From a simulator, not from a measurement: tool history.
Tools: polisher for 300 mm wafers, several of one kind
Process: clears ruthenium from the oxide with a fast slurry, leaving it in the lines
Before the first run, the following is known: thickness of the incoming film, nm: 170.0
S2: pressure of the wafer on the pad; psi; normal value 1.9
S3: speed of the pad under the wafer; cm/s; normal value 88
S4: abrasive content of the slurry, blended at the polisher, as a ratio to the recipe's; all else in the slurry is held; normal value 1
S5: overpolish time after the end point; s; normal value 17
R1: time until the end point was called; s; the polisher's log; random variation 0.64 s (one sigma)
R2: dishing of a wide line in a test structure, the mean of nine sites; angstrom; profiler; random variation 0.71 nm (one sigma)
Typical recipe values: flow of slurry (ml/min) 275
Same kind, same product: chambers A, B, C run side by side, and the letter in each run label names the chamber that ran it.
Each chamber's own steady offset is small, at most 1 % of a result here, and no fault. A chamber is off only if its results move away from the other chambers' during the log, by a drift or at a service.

{"hour": 0.1, "done": "chamber C: worn pad replaced by a new one"}
{"run": "1B", "hour": 2.5, "flow of slurry (ml/min)": 275, "S2": 1.9, "S3": 88, "S4": 1, "S5": 17, "R1": 69.858, "R2": 346.66}
{"run": "2C", "hour": 5.0, "flow of slurry (ml/min)": 275, "S2": 1.9, "S3": 88, "S4": 1, "S5": 17, "R1": 69.029, "R2": 347.83}
{"run": "3A", "hour": 8.7, "flow of slurry (ml/min)": 275, "S2": 1.9, "S3": 88, "S4": 1, "S5": 17, "R1": 70.286, "R2": 336.38}
{"run": "4B", "hour": 12.7, "flow of slurry (ml/min)": 275, "S2": 1.9, "S3": 88, "S4": 1, "S5": 17, "R1": 69.019, "R2": 336.34}
{"run": "5A", "hour": 17.0, "flow of slurry (ml/min)": 275, "S2": 1.9, "S3": 88, "S4": 1, "S5": 17, "R1": 70.328, "R2": 338.73}
{"run": "6C", "hour": 20.7, "flow of slurry (ml/min)": 275, "S2": 1.9, "S3": 88, "S4": 1, "S5": 17, "R1": 70.281, "R2": 341.38}
{"run": "7C", "hour": 24.4, "flow of slurry (ml/min)": 275, "S2": 1.9, "S3": 88, "S4": 1, "S5": 17, "R1": 69.007, "R2": 326.61}
{"run": "8B", "hour": 27.8, "flow of slurry (ml/min)": 275, "S2": 1.9, "S3": 88, "S4": 1, "S5": 17, "R1": 68.937, "R2": 331.9}
{"run": "9A", "hour": 30.3, "flow of slurry (ml/min)": 275, "S2": 1.9, "S3": 88, "S4": 1, "S5": 17, "R1": 68.887, "R2": 346.37}
{"hour": 33.7, "done": "chamber B: head pressure recalibrated"}
{"run": "10B", "hour": 33.8, "flow of slurry (ml/min)": 275, "S2": 1.9, "S3": 88, "S4": 1, "S5": 17, "R1": 65.077, "R2": 361.45}
{"hour": 34.3, "done": "chamber B: slurry blender recalibrated"}
{"hour": 35.8, "done": "chamber A: slurry nozzle cleaned"}
{"hour": 35.9, "done": "chamber C: slurry nozzle cleaned"}
{"run": "11A", "hour": 36.8, "flow of slurry (ml/min)": 275, "S2": 1.9, "S3": 88, "S4": 1, "S5": 17, "R1": 70.458, "R2": 331.74}
{"run": "12C", "hour": 41.1, "flow of slurry (ml/min)": 275, "S2": 1.9, "S3": 88, "S4": 1, "S5": 17, "R1": 69.369, "R2": 329.07}
{"run": "13A", "hour": 45.4, "flow of slurry (ml/min)": 275, "S2": 1.9, "S3": 88, "S4": 1, "S5": 17, "R1": 69.945, "R2": 336.22}
{"run": "14B", "hour": 48.6, "flow of slurry (ml/min)": 225, "S2": 1.4, "S3": 88, "S4": 1, "S5": 17, "R1": 89.673, "R2": 268.93}
{"run": "15C", "hour": 53.1, "flow of slurry (ml/min)": 225, "S2": 1.4, "S3": 88, "S4": 1, "S5": 17, "R1": 95.94, "R2": 247.63}
{"hour": 54.8, "done": "chamber A: worn pad replaced by a new one"}
{"run": "16B", "hour": 56.7, "flow of slurry (ml/min)": 225, "S2": 1.4, "S3": 88, "S4": 1, "S5": 17, "R1": 88.363, "R2": 266.11}
{"run": "17C", "hour": 60.2, "flow of slurry (ml/min)": 275, "S2": 1.9, "S3": 88, "S4": 1, "S5": 17, "R1": 69.201, "R2": 340.78}
{"hour": 60.8, "done": "chamber B: worn pad replaced by a new one"}
{"run": "18A", "hour": 62.5, "flow of slurry (ml/min)": 275, "S2": 1.9, "S3": 88, "S4": 1, "S5": 17, "R1": 69.207, "R2": 347.13}
{"run": "19C", "hour": 67.1, "flow of slurry (ml/min)": 275, "S2": 1.9, "S3": 88, "S4": 1, "S5": 17, "R1": 68.508, "R2": 359.51}
{"run": "20A", "hour": 70.3, "flow of slurry (ml/min)": 275, "S2": 1.9, "S3": 88, "S4": 1, "S5": 17, "R1": 70.425, "R2": 340.71}
{"run": "21B", "hour": 72.9, "flow of slurry (ml/min)": 275, "S2": 1.9, "S3": 88, "S4": 1, "S5": 17, "R1": 65.513, "R2": 361.67}
{"run": "22C", "hour": 75.0, "flow of slurry (ml/min)": 275, "S2": 1.9, "S3": 88, "S4": 1.15, "S5": 17, "R1": 64.371, "R2": 362.75}
{"run": "23A", "hour": 77.1, "flow of slurry (ml/min)": 275, "S2": 1.9, "S3": 88, "S4": 1.15, "S5": 17, "R1": 66.506, "R2": 373.11}
{"run": "24B", "hour": 79.2, "flow of slurry (ml/min)": 275, "S2": 1.9, "S3": 88, "S4": 1.15, "S5": 17, "R1": 60.649, "R2": 389.78}
{"run": "25B", "hour": 83.0, "flow of slurry (ml/min)": 275, "S2": 1.9, "S3": 88, "S4": 1, "S5": 17, "R1": 65.202, "R2": 360.19}
{"run": "26A", "hour": 86.2, "flow of slurry (ml/min)": 275, "S2": 1.9, "S3": 88, "S4": 1, "S5": 17, "R1": 70.42, "R2": 336.84}
{"run": "27C", "hour": 88.8, "flow of slurry (ml/min)": 275, "S2": 1.9, "S3": 72, "S4": 1.1, "S5": 17, "R1": 81.85, "R2": 303.33}
{"run": "28C", "hour": 90.9, "flow of slurry (ml/min)": 275, "S2": 1.9, "S3": 72, "S4": 1.1, "S5": 17, "R1": 81.832, "R2": 299.96}
{"run": "29A", "hour": 93.2, "flow of slurry (ml/min)": 275, "S2": 1.9, "S3": 72, "S4": 1.1, "S5": 17, "R1": 82.964, "R2": 286.03}
{"run": "30B", "hour": 97.0, "flow of slurry (ml/min)": 275, "S2": 1.9, "S3": 88, "S4": 1.1, "S5": 12, "R1": 61.684, "R2": 268.71}

Next, every chamber runs the same settings. What will each give?
{"run": "31A", "hour": 100.3, "flow of slurry (ml/min)": 275, "S2": 1.9, "S3": 88, "S4": 1, "S5": 17, "R1": "?", "R2": "?"}
{"run": "31B", "hour": 100.3, "flow of slurry (ml/min)": 275, "S2": 1.9, "S3": 88, "S4": 1, "S5": 17, "R1": "?", "R2": "?"}
{"run": "31C", "hour": 100.3, "flow of slurry (ml/min)": 275, "S2": 1.9, "S3": 88, "S4": 1, "S5": 17, "R1": "?", "R2": "?"}

run=31A R1=69.929 R2=338.85
run=31B R1=65.27 R2=360.3
run=31C R1=70.14 R2=345.36
